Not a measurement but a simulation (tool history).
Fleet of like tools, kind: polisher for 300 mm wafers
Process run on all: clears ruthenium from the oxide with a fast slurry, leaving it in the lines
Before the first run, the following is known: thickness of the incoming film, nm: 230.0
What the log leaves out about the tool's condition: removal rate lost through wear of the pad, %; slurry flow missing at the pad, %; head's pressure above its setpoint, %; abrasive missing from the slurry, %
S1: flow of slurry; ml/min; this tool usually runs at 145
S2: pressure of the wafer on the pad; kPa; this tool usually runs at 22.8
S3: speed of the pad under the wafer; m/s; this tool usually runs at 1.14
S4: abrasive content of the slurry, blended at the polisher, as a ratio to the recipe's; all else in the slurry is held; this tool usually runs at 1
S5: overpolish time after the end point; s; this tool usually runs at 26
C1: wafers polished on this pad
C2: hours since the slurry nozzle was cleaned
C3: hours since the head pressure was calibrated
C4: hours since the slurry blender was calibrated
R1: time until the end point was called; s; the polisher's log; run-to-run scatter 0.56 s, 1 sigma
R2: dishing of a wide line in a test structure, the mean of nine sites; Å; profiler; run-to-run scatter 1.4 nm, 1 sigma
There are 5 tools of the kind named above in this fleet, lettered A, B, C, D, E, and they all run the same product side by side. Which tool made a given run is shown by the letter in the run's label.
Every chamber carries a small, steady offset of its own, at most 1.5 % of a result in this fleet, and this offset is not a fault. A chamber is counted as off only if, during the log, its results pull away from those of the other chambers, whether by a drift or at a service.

{"day": 0.162, "done": "chamber E: worn pad replaced by a new one"}
{"day": 0.2, "done": "chamber A: worn pad replaced by a new one"}
{"day": 0.208, "done": "chamber D: slurry blender recalibrated"}
{"run": "1C", "day": 0.292, "S1": 145, "S2": 22.8, "S3": 1.14, "S4": 1, "S5": 26, "C1": 246, "C2": 8.3, "C3": 502.0, "C4": 309.5, "R1": 41.027, "R2": 908.14}
{"day": 0.558, "done": "chamber C: slurry blender recalibrated"}
{"day": 0.596, "done": "chamber E: slurry nozzle cleaned"}
{"run": "2B", "day": 0.854, "S1": 145, "S2": 22.8, "S3": 1.14, "S4": 1, "S5": 26, "C1": 484, "C2": 653.8, "C3": 699.4, "C4": 79.8, "R1": 40.7, "R2": 887.02}
{"run": "3D", "day": 1.162, "S1": 145, "S2": 22.8, "S3": 1.14, "S4": 1, "S5": 26, "C1": 333, "C2": 543.9, "C3": 48.7, "C4": 22.9, "R1": 40.007, "R2": 913.12}
{"run": "4A", "day": 1.679, "S1": 145, "S2": 22.8, "S3": 1.14, "S4": 1, "S5": 26, "C1": 326, "C2": 147.2, "C3": 259.4, "C4": 242.3, "R1": 40.725, "R2": 888.16}
{"run": "5E", "day": 2.108, "S1": 145, "S2": 22.8, "S3": 1.14, "S4": 1, "S5": 26, "C1": 429, "C2": 36.3, "C3": 371.5, "C4": 107.1, "R1": 40.891, "R2": 937.57}
{"run": "6D", "day": 2.408, "S1": 145, "S2": 22.8, "S3": 1.14, "S4": 1, "S5": 26, "C1": 608, "C2": 573.8, "C3": 78.6, "C4": 52.8, "R1": 41.017, "R2": 910.8}
{"run": "7A", "day": 2.683, "S1": 145, "S2": 22.8, "S3": 1.14, "S4": 1, "S5": 26, "C1": 547, "C2": 171.3, "C3": 283.5, "C4": 266.4, "R1": 41.434, "R2": 892.84}
{"day": 3.133, "done": "chamber E: worn pad replaced by a new one"}
{"day": 3.154, "done": "chamber D: worn pad replaced by a new one"}
{"run": "8B", "day": 3.2, "S1": 145, "S2": 22.8, "S3": 1.14, "S4": 1, "S5": 26, "C1": 1001, "C2": 710.1, "C3": 755.7, "C4": 136.1, "R1": 41.11, "R2": 929.11}
{"day": 3.292, "done": "chamber B: slurry blender recalibrated"}
{"run": "9E", "day": 3.462, "S1": 145, "S2": 22.8, "S3": 1.14, "S4": 1, "S5": 26, "C1": 72, "C2": 68.8, "C3": 404.0, "C4": 139.6, "R1": 40.485, "R2": 915.86}
{"run": "10C", "day": 3.996, "S1": 145, "S2": 22.8, "S3": 1.14, "S4": 1, "S5": 26, "C1": 1063, "C2": 97.2, "C3": 590.9, "C4": 82.6, "R1": 39.716, "R2": 902.04}
{"day": 4.433, "done": "chamber A: worn pad replaced by a new one"}
{"run": "11E", "day": 4.525, "S1": 145, "S2": 20.0, "S3": 0.94, "S4": 1, "S5": 26, "C1": 306, "C2": 94.3, "C3": 429.5, "C4": 165.1, "R1": 57.966, "R2": 738.53}
{"day": 4.679, "done": "chamber C: worn pad replaced by a new one"}
{"run": "12C", "day": 4.871, "S1": 145, "S2": 20.0, "S3": 0.94, "S4": 1, "S5": 26, "C1": 42, "C2": 118.2, "C3": 611.9, "C4": 103.6, "R1": 55.627, "R2": 719.9}
{"day": 5.158, "done": "chamber B: worn pad replaced by a new one"}
{"run": "13D", "day": 5.392, "S1": 145, "S2": 20.0, "S3": 0.94, "S4": 1, "S5": 26, "C1": 493, "C2": 645.4, "C3": 150.2, "C4": 124.4, "R1": 56.793, "R2": 716.04}
{"run": "14B", "day": 5.7, "S1": 145, "S2": 20.0, "S3": 0.94, "S4": 1, "S5": 26, "C1": 120, "C2": 770.1, "C3": 815.7, "C4": 57.8, "R1": 57.417, "R2": 736.42}
{"run": "15A", "day": 5.988, "S1": 145, "S2": 20.0, "S3": 0.94, "S4": 1, "S5": 26, "C1": 343, "C2": 250.6, "C3": 362.8, "C4": 345.7, "R1": 57.015, "R2": 720.74}
{"day": 6.046, "done": "chamber E: worn pad replaced by a new one"}
{"run": "16D", "day": 6.346, "S1": 145, "S2": 22.8, "S3": 1.14, "S4": 1, "S5": 26, "C1": 703, "C2": 668.3, "C3": 173.1, "C4": 147.3, "R1": 40.883, "R2": 883.36}
{"run": "17E", "day": 6.608, "S1": 145, "S2": 22.8, "S3": 1.0, "S4": 1, "S5": 26, "C1": 124, "C2": 144.3, "C3": 479.5, "C4": 215.1, "R1": 47.422, "R2": 865.61}
{"day": 6.875, "done": "chamber A: slurry nozzle cleaned"}
{"run": "18C", "day": 6.958, "S1": 145, "S2": 22.8, "S3": 1.0, "S4": 1, "S5": 26, "C1": 502, "C2": 168.3, "C3": 662.0, "C4": 153.7, "R1": 46.507, "R2": 829.4}
{"day": 7.283, "done": "chamber D: worn pad replaced by a new one"}
{"run": "19B", "day": 7.483, "S1": 145, "S2": 22.8, "S3": 1.0, "S4": 1, "S5": 26, "C1": 513, "C2": 812.9, "C3": 858.5, "C4": 100.6, "R1": 46.954, "R2": 826.26}
{"run": "20A", "day": 7.767, "S1": 145, "S2": 22.8, "S3": 1.0, "S4": 1, "S5": 26, "C1": 735, "C2": 21.5, "C3": 405.5, "C4": 388.4, "R1": 45.902, "R2": 817.1}
{"run": "21E", "day": 8.254, "S1": 145, "S2": 22.8, "S3": 1.0, "S4": 1, "S5": 26, "C1": 486, "C2": 183.8, "C3": 519.0, "C4": 254.6, "R1": 47.57, "R2": 840.08}
{"run": "22A", "day": 8.608, "S1": 145, "S2": 22.8, "S3": 1.14, "S4": 1, "S5": 26, "C1": 920, "C2": 41.7, "C3": 425.7, "C4": 408.6, "R1": 41.273, "R2": 905.14}
{"day": 8.971, "done": "chamber A: worn pad replaced by a new one"}
{"run": "23C", "day": 9.042, "S1": 145, "S2": 22.8, "S3": 1.14, "S4": 1, "S5": 26, "C1": 962, "C2": 218.3, "C3": 712.0, "C4": 203.7, "R1": 40.717, "R2": 911.32}
{"day": 9.117, "done": "chamber B: head pressure recalibrated"}
{"run": "24B", "day": 9.333, "S1": 145, "S2": 22.8, "S3": 1.52, "S4": 1, "S5": 26, "C1": 920, "C2": 857.3, "C3": 5.2, "C4": 145.0, "R1": 30.747, "R2": 1105.1}
{"day": 9.404, "done": "chamber E: worn pad replaced by a new one"}
{"day": 9.579, "done": "chamber B: slurry blender recalibrated"}
{"day": 9.588, "done": "chamber B: slurry nozzle cleaned"}
{"run": "25D", "day": 9.704, "S1": 145, "S2": 22.8, "S3": 1.52, "S4": 1, "S5": 26, "C1": 533, "C2": 748.9, "C3": 253.7, "C4": 227.9, "R1": 29.822, "R2": 1102.8}
{"run": "26C", "day": 10.258, "S1": 145, "S2": 22.8, "S3": 1.52, "S4": 1, "S5": 26, "C1": 1230, "C2": 247.5, "C3": 741.2, "C4": 232.9, "R1": 30.491, "R2": 1082.2}
{"day": 10.346, "done": "chamber D: slurry nozzle cleaned"}
{"day": 10.625, "done": "chamber C: worn pad replaced by a new one"}
{"run": "27E", "day": 10.8, "S1": 145, "S2": 22.8, "S3": 1.52, "S4": 1, "S5": 26, "C1": 308, "C2": 244.9, "C3": 580.1, "C4": 315.7, "R1": 31.317, "R2": 1091.8}
{"day": 10.817, "done": "chamber B: worn pad replaced by a new one"}
{"day": 10.875, "done": "chamber E: head pressure recalibrated"}
{"day": 10.942, "done": "chamber D: worn pad replaced by a new one"}
{"run": "28D", "day": 11.242, "S1": 145, "S2": 22.8, "S3": 1.52, "S4": 1, "S5": 26, "C1": 66, "C2": 21.5, "C3": 290.6, "C4": 264.8, "R1": 30.135, "R2": 1070.5}
{"run": "29A", "day": 11.517, "S1": 145, "S2": 22.8, "S3": 1.14, "S4": 1, "S5": 26, "C1": 561, "C2": 111.5, "C3": 495.5, "C4": 478.4, "R1": 40.908, "R2": 899.33}
{"day": 11.817, "done": "chamber D: slurry blender recalibrated"}
{"run": "30B", "day": 11.946, "S1": 145, "S2": 22.8, "S3": 1.14, "S4": 1, "S5": 26, "C1": 249, "C2": 56.7, "C3": 67.9, "C4": 56.8, "R1": 41.917, "R2": 906.04}
{"run": "31C", "day": 12.338, "S1": 145, "S2": 22.8, "S3": 1.14, "S4": 1, "S5": 26, "C1": 377, "C2": 297.4, "C3": 791.1, "C4": 282.8, "R1": 41.209, "R2": 873.66}
{"run": "32D", "day": 12.629, "S1": 145, "S2": 22.8, "S3": 1.14, "S4": 1, "S5": 26, "C1": 372, "C2": 54.8, "C3": 323.9, "C4": 19.6, "R1": 40.552, "R2": 902.89}
{"day": 12.758, "done": "chamber E: worn pad replaced by a new one"}
{"run": "33B", "day": 12.892, "S1": 145, "S2": 22.8, "S3": 1.14, "S4": 1, "S5": 26, "C1": 458, "C2": 79.4, "C3": 90.6, "C4": 79.5, "R1": 40.861, "R2": 929.59}
{"run": "34E", "day": 13.367, "S1": 145, "S2": 22.8, "S3": 1.14, "S4": 1, "S5": 26, "C1": 134, "C2": 306.5, "C3": 59.9, "C4": 377.3, "R1": 41.276, "R2": 923.08}
{"run": "35A", "day": 13.846, "S1": 145, "S2": 22.8, "S3": 1.14, "S4": 1, "S5": 26, "C1": 1074, "C2": 167.4, "C3": 551.4, "C4": 534.3, "R1": 41.021, "R2": 883.93}
{"run": "36B", "day": 14.142, "S1": 145, "S2": 22.8, "S3": 1.14, "S4": 1, "S5": 26, "C1": 733, "C2": 109.4, "C3": 120.6, "C4": 109.5, "R1": 40.394, "R2": 907.18}
{"day": 14.379, "done": "chamber D: worn pad replaced by a new one"}
{"day": 14.512, "done": "chamber E: slurry blender recalibrated"}
{"run": "37E", "day": 14.7, "S1": 145, "S2": 22.8, "S3": 1.14, "S4": 1, "S5": 26, "C1": 428, "C2": 338.5, "C3": 91.9, "C4": 4.6, "R1": 42.564, "R2": 915.24}
{"run": "38C", "day": 14.988, "S1": 145, "S2": 22.8, "S3": 1.14, "S4": 1, "S5": 26, "C1": 961, "C2": 361.0, "C3": 854.7, "C4": 346.4, "R1": 41.325, "R2": 907.89}
{"run": "39D", "day": 15.533, "S1": 145, "S2": 22.8, "S3": 1.14, "S4": 1, "S5": 26, "C1": 254, "C2": 124.5, "C3": 393.6, "C4": 89.3, "R1": 40.327, "R2": 919.27}

Next, every chamber runs the same settings. What will each give?
{"run": "40A", "day": 15.946, "S1": 145, "S2": 22.8, "S3": 1.14, "S4": 1, "S5": 35, "R1": "?", "R2": "?"}
{"run": "40B", "day": 15.946, "S1": 145, "S2": 22.8, "S3": 1.14, "S4": 1, "S5": 35, "R1": "?", "R2": "?"}
{"run": "40C", "day": 15.946, "S1": 145, "S2": 22.8, "S3": 1.14, "S4": 1, "S5": 35, "R1": "?", "R2": "?"}
{"run": "40D", "day": 15.946, "S1": 145, "S2": 22.8, "S3": 1.14, "S4": 1, "S5": 35, "R1": "?", "R2": "?"}
{"run": "40E", "day": 15.946, "S1": 145, "S2": 22.8, "S3": 1.14, "S4": 1, "S5": 35, "R1": "?", "R2": "?"}

run=40A R1=40.641 R2=1105.00
run=40B R1=41.643 R2=1099.40
run=40C R1=40.324 R2=1075.50
run=40D R1=39.672 R2=1081.50
run=40E R1=41.068 R2=1083.50

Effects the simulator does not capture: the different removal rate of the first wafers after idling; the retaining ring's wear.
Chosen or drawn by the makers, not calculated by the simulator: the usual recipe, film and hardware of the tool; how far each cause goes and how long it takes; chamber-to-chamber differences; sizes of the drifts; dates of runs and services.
